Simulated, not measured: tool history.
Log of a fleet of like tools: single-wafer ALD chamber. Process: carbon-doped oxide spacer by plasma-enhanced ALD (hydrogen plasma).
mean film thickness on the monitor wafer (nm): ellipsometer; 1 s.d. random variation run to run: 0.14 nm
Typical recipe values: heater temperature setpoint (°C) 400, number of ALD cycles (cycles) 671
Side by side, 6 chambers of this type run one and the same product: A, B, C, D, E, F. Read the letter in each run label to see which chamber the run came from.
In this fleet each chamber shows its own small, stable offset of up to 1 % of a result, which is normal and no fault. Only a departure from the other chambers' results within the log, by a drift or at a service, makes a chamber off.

run	hour	heater temperature setpoint (°C)	number of ALD cycles (cycles)	read-back reference wafer on the same gauge, thickness_nm	mean film thickness on the monitor wafer (nm)
1B	5.2	400	671	31.311	33.684
2D	12.5	400	671	31.319	33.808
3F	17.2	400	671	31.265	33.568
4E	23.1	400	671	31.300	33.564
5C	27.5	400	671	31.284	33.532
6A	32.5	400	671	31.244	33.194
7C	38.8	400	671	31.323	33.530
8B	45.1	400	671	31.312	33.591
9E	48.9	400	671	31.321	33.419
10D	56.9	400	671	31.282	33.566
11F	60.8	400	671	31.310	33.569
12A	66.6	400	671	31.269	33.168
13F	73.4	400	671	31.296	33.514
14B	80.9	400	671	31.317	33.960
15E	86.4	400	671	31.294	33.480
16A	93.6	400	671	31.326	33.282
17C	100.7	400	671	31.287	33.216
18D	107.9	400	671	31.343	33.315
19A	116.0	400	671	31.293	33.181
20E	121.7	400	671	31.272	33.525
21D	125.5	400	671	31.278	33.600
22F	130.7	400	567	31.319	28.329
23B	137.5	400	567	31.292	28.453
24C	142.4	400	567	31.313	28.131
25A	149.6	400	567	31.306	28.132
26F	157.6	400	567	31.345	28.376
27D	164.6	400	567	31.307	28.442
28C	170.8	400	591	31.292	29.618
29B	178.4	400	591	31.314	29.553
30E	184.7	400	591	31.340	29.244
# hour 185.9: chamber D: thermocouple changed; heater temperature recalibrated
31F	192.6	400	591	31.293	29.567
32C	198.2	400	591	31.309	29.402
33D	205.7	400	591	31.281	29.383
34E	212.3	400	671	31.295	33.654
35A	216.9	400	671	31.314	33.297
36B	223.2	400	671	31.273	33.621
37E	230.7	400	671	31.289	33.325

For the next run the whole fleet of 6 chambers uses the same settings. Give each chamber's results:
38A	236.9	394	671		?
38B	236.9	394	671		?
38C	236.9	394	671		?
38D	236.9	394	671		?
38E	236.9	394	671		?
38F	236.9	394	671		?

run	mean film thickness on the monitor wafer (nm)
38A	33.458
38B	33.490
38C	33.440
38D	33.237
38E	33.338
38F	33.545
